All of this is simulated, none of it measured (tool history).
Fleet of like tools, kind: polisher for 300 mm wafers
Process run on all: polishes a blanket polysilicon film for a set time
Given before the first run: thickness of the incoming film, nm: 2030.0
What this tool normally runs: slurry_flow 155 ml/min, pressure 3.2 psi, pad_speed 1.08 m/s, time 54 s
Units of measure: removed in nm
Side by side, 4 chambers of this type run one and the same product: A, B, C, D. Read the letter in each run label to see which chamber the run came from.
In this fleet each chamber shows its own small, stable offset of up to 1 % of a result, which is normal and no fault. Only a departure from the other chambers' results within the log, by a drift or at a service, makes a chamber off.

run,hour,slurry_flow,pressure,pad_speed,time,removed
# hour 11.1: chamber C: worn pad replaced by a new one
1D,11.5,155,3.2,1.08,54,668.51
2A,19,155,3.2,1.08,54,642
3B,27.7,155,3.2,1.08,54,651.47
4C,40.6,155,3.2,1.08,54,653.67
# hour 41.8: chamber A: worn pad replaced by a new one
# hour 46: chamber B: slurry nozzle cleaned
5C,52.2,155,3.2,1.08,54,652.53
# hour 59.7: chamber B: worn pad replaced by a new one
6A,66.7,155,3.2,1.08,54,661.91
# hour 69: chamber C: worn pad replaced by a new one
# hour 74.3: chamber D: worn pad replaced by a new one
7D,77.1,155,3.2,1.08,54,661.64
# hour 87.4: chamber A: slurry nozzle cleaned
8B,89.4,155,2.2,1.08,54,458.06
9A,102,155,2.2,1.08,54,447.86
# hour 102.8: chamber C: head pressure recalibrated
10B,111.7,155,2.2,1.08,54,456.6
# hour 112.2: chamber A: worn pad replaced by a new one
11C,123,155,2.2,1.08,54,442.89
12D,134.6,155,3.2,1.08,54,645.45
# hour 141.1: chamber C: worn pad replaced by a new one
# hour 147.1: chamber D: worn pad replaced by a new one
13D,147.4,155,2.2,0.92,54,380.27
# hour 150.2: chamber B: worn pad replaced by a new one
14A,158,155,2.2,0.92,54,382.67
# hour 162.9: chamber A: head pressure recalibrated
15B,165.1,155,2.2,0.92,54,383.11
16C,174.1,155,2.2,0.92,54,377.28
17B,180.9,155,3.2,1.08,54,657.56
# hour 183.8: chamber A: worn pad replaced by a new one
18D,190.8,155,2.8,0.8,54,424.36
19A,201.2,155,2.8,0.8,54,419.77
# hour 201.5: chamber D: head pressure recalibrated
# hour 203.8: chamber C: worn pad replaced by a new one
20C,208.7,155,2.8,0.8,54,429.95
21A,218.8,155,2.8,0.8,54,421.94
# hour 223.6: chamber D: worn pad replaced by a new one
22C,229.8,115,3.2,1.08,38,429.34
# hour 234.2: chamber B: worn pad replaced by a new one
23D,241.1,115,3.2,1.08,38,478.18
24B,248.8,115,3.2,1.08,38,429.69
# hour 251.8: chamber A: worn pad replaced by a new one
25C,257.5,115,3.2,1.08,38,433.95
26D,270.2,155,3.2,1.08,54,739.97
27A,279.4,155,3.2,1.08,54,669.95
28B,291.2,155,3.2,1.08,54,652.89
# hour 301.6: chamber D: worn pad replaced by a new one
29B,302.8,155,3.2,1.08,54,649.98
# hour 308.2: chamber A: worn pad replaced by a new one
30D,315.2,155,3.2,1.08,54,709.36
31A,327.3,155,3.2,1.08,54,666.01

Decide between three cases: one chamber stands off from its peers, the gauge reading all wafers drifts, or nothing is wrong past each chamber's small offset. Where a chamber is off, say which and what most likely put it there.

Chamber D has stood off from the others ever since a service on it.
What lies behind it: head's pressure above its setpoint, % = 10.2.

Here are 4 candidates for chamber D's next run, each the usual settings with a change, their results left as question marks. Which one brings its results back in line with what the others give on the usual settings?
In-line tolerance around the mean of the other chambers on the usual settings: removed 29 nm
32D-1,337.7,155,3.9,1.08,54,?
32D-2,337.7,155,3.1,1.04,52,?
32D-3,337.7,155,3.3,1.12,56,?
32D-4,337.7,155,3,1,50,?

What the other chambers average on the usual settings: removed 652.91 nm
run,removed
32D-1,881.31
32D-2,647.45
32D-3,800.3
32D-4,578.91
The answer is 32D-2, which returns the chamber to within the allowed miss of the others.
